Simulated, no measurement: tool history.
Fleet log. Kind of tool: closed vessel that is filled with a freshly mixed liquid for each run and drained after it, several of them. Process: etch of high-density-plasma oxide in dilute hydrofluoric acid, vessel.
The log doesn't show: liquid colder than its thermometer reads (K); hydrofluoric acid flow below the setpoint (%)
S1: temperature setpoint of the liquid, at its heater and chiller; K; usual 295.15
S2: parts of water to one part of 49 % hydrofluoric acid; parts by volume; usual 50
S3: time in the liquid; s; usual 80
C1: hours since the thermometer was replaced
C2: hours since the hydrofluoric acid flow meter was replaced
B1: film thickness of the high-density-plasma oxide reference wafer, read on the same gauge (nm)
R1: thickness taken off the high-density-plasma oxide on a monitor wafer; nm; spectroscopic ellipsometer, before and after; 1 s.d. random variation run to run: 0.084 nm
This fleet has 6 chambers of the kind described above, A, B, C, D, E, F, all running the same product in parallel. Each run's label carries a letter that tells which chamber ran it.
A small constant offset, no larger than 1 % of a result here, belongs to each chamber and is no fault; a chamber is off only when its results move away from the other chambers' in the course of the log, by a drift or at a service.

{"run": "1F", "day": 0.204, "S1": 295.15, "S2": 50, "S3": 80, "C1": 721.1, "C2": 709.3, "B1": 79.994, "R1": 10.46}
{"run": "2D", "day": 0.483, "S1": 295.15, "S2": 50, "S3": 80, "C1": 307.9, "C2": 476, "B1": 80.009, "R1": 10.552}
{"run": "3C", "day": 0.662, "S1": 295.15, "S2": 50, "S3": 80, "C1": 1435.7, "C2": 314.9, "B1": 80.031, "R1": 10.665}
{"run": "4B", "day": 0.9, "S1": 295.15, "S2": 50, "S3": 80, "C1": 1185.7, "C2": 579.3, "B1": 80.028, "R1": 10.744}
{"run": "5A", "day": 1.183, "S1": 295.15, "S2": 50, "S3": 80, "C1": 2231.1, "C2": 511.1, "B1": 80, "R1": 10.63}
{"run": "6E", "day": 1.45, "S1": 295.15, "S2": 50, "S3": 80, "C1": 754, "C2": 371.1, "B1": 79.991, "R1": 10.742}
{"run": "7C", "day": 1.592, "S1": 295.15, "S2": 50, "S3": 80, "C1": 1458, "C2": 337.2, "B1": 80.023, "R1": 10.651}
{"run": "8A", "day": 1.862, "S1": 291.65, "S2": 50, "S3": 80, "C1": 2247.4, "C2": 527.4, "B1": 79.995, "R1": 9.2603}
{"run": "9E", "day": 2.079, "S1": 291.65, "S2": 50, "S3": 80, "C1": 769.1, "C2": 386.2, "B1": 80.012, "R1": 9.1443}
{"run": "10F", "day": 2.217, "S1": 291.65, "S2": 50, "S3": 80, "C1": 769.4, "C2": 757.6, "B1": 79.963, "R1": 9.1236}
{"run": "11D", "day": 2.483, "S1": 291.65, "S2": 50, "S3": 80, "C1": 355.9, "C2": 524, "B1": 79.993, "R1": 9.2001}
{"run": "12B", "day": 2.621, "S1": 291.65, "S2": 50, "S3": 80, "C1": 1227, "C2": 620.6, "B1": 80.006, "R1": 9.3305}
{"run": "13A", "day": 2.846, "S1": 291.65, "S2": 50, "S3": 80, "C1": 2271, "C2": 551, "B1": 79.987, "R1": 9.2099}
{"run": "14E", "day": 3.025, "S1": 295.15, "S2": 50, "S3": 80, "C1": 791.8, "C2": 408.9, "B1": 80.001, "R1": 10.681}
{"run": "15D", "day": 3.308, "S1": 295.15, "S2": 50, "S3": 80, "C1": 375.7, "C2": 543.8, "B1": 79.993, "R1": 10.811}
{"run": "16C", "day": 3.462, "S1": 295.15, "S2": 50, "S3": 80, "C1": 1502.9, "C2": 382.1, "B1": 80.002, "R1": 10.577}
{"run": "17B", "day": 3.625, "S1": 295.15, "S2": 50, "S3": 80, "C1": 1251.1, "C2": 644.7, "B1": 80.039, "R1": 10.703}
{"run": "18F", "day": 3.896, "S1": 295.15, "S2": 50, "S3": 80, "C1": 809.7, "C2": 797.9, "B1": 79.992, "R1": 10.675}
{"run": "19F", "day": 4.188, "S1": 295.15, "S2": 50, "S3": 80, "C1": 816.7, "C2": 804.9, "B1": 80.01, "R1": 10.627}
{"run": "20E", "day": 4.475, "S1": 291.15, "S2": 50, "S3": 80, "C1": 826.6, "C2": 443.7, "B1": 79.995, "R1": 9.0074}
{"run": "21C", "day": 4.729, "S1": 291.15, "S2": 50, "S3": 80, "C1": 1533.3, "C2": 412.5, "B1": 80.001, "R1": 9.1321}
{"run": "22D", "day": 4.983, "S1": 291.15, "S2": 50, "S3": 80, "C1": 415.9, "C2": 584, "B1": 79.973, "R1": 8.7088}
{"run": "23B", "day": 5.138, "S1": 291.15, "S2": 50, "S3": 80, "C1": 1287.4, "C2": 681, "B1": 80.017, "R1": 9.1352}
{"run": "24A", "day": 5.362, "S1": 291.15, "S2": 50, "S3": 80, "C1": 2331.4, "C2": 611.4, "B1": 79.982, "R1": 8.9474}
{"run": "25C", "day": 5.5, "S1": 291.15, "S2": 50, "S3": 80, "C1": 1551.8, "C2": 431, "B1": 79.978, "R1": 9.031}
{"run": "26E", "day": 5.642, "S1": 295.15, "S2": 50, "S3": 80, "C1": 854.6, "C2": 471.7, "B1": 80.012, "R1": 10.585}
{"day": 5.679, "done": "chamber F: thermometer replaced"}
{"run": "27A", "day": 5.858, "S1": 295.15, "S2": 50, "S3": 80, "C1": 2343.3, "C2": 623.3, "B1": 80.015, "R1": 10.584}
{"run": "28D", "day": 6.062, "S1": 295.15, "S2": 50, "S3": 80, "C1": 441.8, "C2": 609.9, "B1": 80, "R1": 10.132}
{"run": "29F", "day": 6.267, "S1": 295.15, "S2": 50, "S3": 80, "C1": 14.2, "C2": 854.8, "B1": 80.007, "R1": 10.629}
{"run": "30B", "day": 6.429, "S1": 295.15, "S2": 50, "S3": 80, "C1": 1318.4, "C2": 712, "B1": 80.007, "R1": 10.692}
{"run": "31D", "day": 6.604, "S1": 295.15, "S2": 50, "S3": 80, "C1": 454.8, "C2": 622.9, "B1": 80.003, "R1": 10.112}
{"run": "32A", "day": 6.875, "S1": 295.15, "S2": 50, "S3": 80, "C1": 2367.7, "C2": 647.7, "B1": 80.002, "R1": 10.614}
{"run": "33E", "day": 7.025, "S1": 295.15, "S2": 50, "S3": 80, "C1": 887.8, "C2": 504.9, "B1": 80.03, "R1": 10.796}
{"run": "34F", "day": 7.154, "S1": 295.15, "S2": 50, "S3": 80, "C1": 35.5, "C2": 876.1, "B1": 79.985, "R1": 10.717}
{"day": 7.262, "done": "chamber B: thermometer replaced"}
{"run": "35C", "day": 7.317, "S1": 293.15, "S2": 50, "S3": 35, "C1": 1595.4, "C2": 474.6, "B1": 79.993, "R1": 4.2825}
{"run": "36B", "day": 7.567, "S1": 293.15, "S2": 50, "S3": 35, "C1": 7.3, "C2": 739.3, "B1": 79.978, "R1": 4.3135}
{"run": "37D", "day": 7.825, "S1": 293.15, "S2": 50, "S3": 35, "C1": 484.1, "C2": 652.2, "B1": 80.021, "R1": 3.944}
{"run": "38F", "day": 8.071, "S1": 293.15, "S2": 50, "S3": 35, "C1": 57.5, "C2": 898.1, "B1": 79.987, "R1": 4.2885}
{"run": "39A", "day": 8.371, "S1": 293.15, "S2": 50, "S3": 35, "C1": 2403.6, "C2": 683.6, "B1": 79.959, "R1": 4.3053}

Is one chamber off against the others, does the gauge drift, or is nothing wrong? If a chamber is off, say which, and what the likeliest cause is.

One chamber, D, drifts off from the rest bit by bit.
What lies behind it: liquid colder than its thermometer reads (K) = 2.5.
With only this log, it may be confused with: hydrofluoric acid flow below the setpoint (%).

Which of the 4 candidates below, each the usual settings with something changed and its results left as question marks, puts chamber D back in line with what the other chambers give on the usual settings?
In line means no further than this from the other chambers' mean on the usual settings: R1 0.29 nm
{"run": "40D-1", "day": 8.583, "S1": 296.15, "S2": 50, "S3": 80, "R1": "?"}
{"run": "40D-2", "day": 8.583, "S1": 295.15, "S2": 55, "S3": 80, "R1": "?"}
{"run": "40D-3", "day": 8.583, "S1": 294.15, "S2": 50, "S3": 80, "R1": "?"}
{"run": "40D-4", "day": 8.583, "S1": 297.65, "S2": 50, "S3": 80, "R1": "?"}

Average result of the remaining chambers running the usual settings: R1 10.68 nm
run=40D-1 R1=10.129
run=40D-2 R1=8.7594
run=40D-3 R1=9.2891
run=40D-4 R1=10.802
Change 40D-4 lands the chamber within the allowed miss of the other chambers.
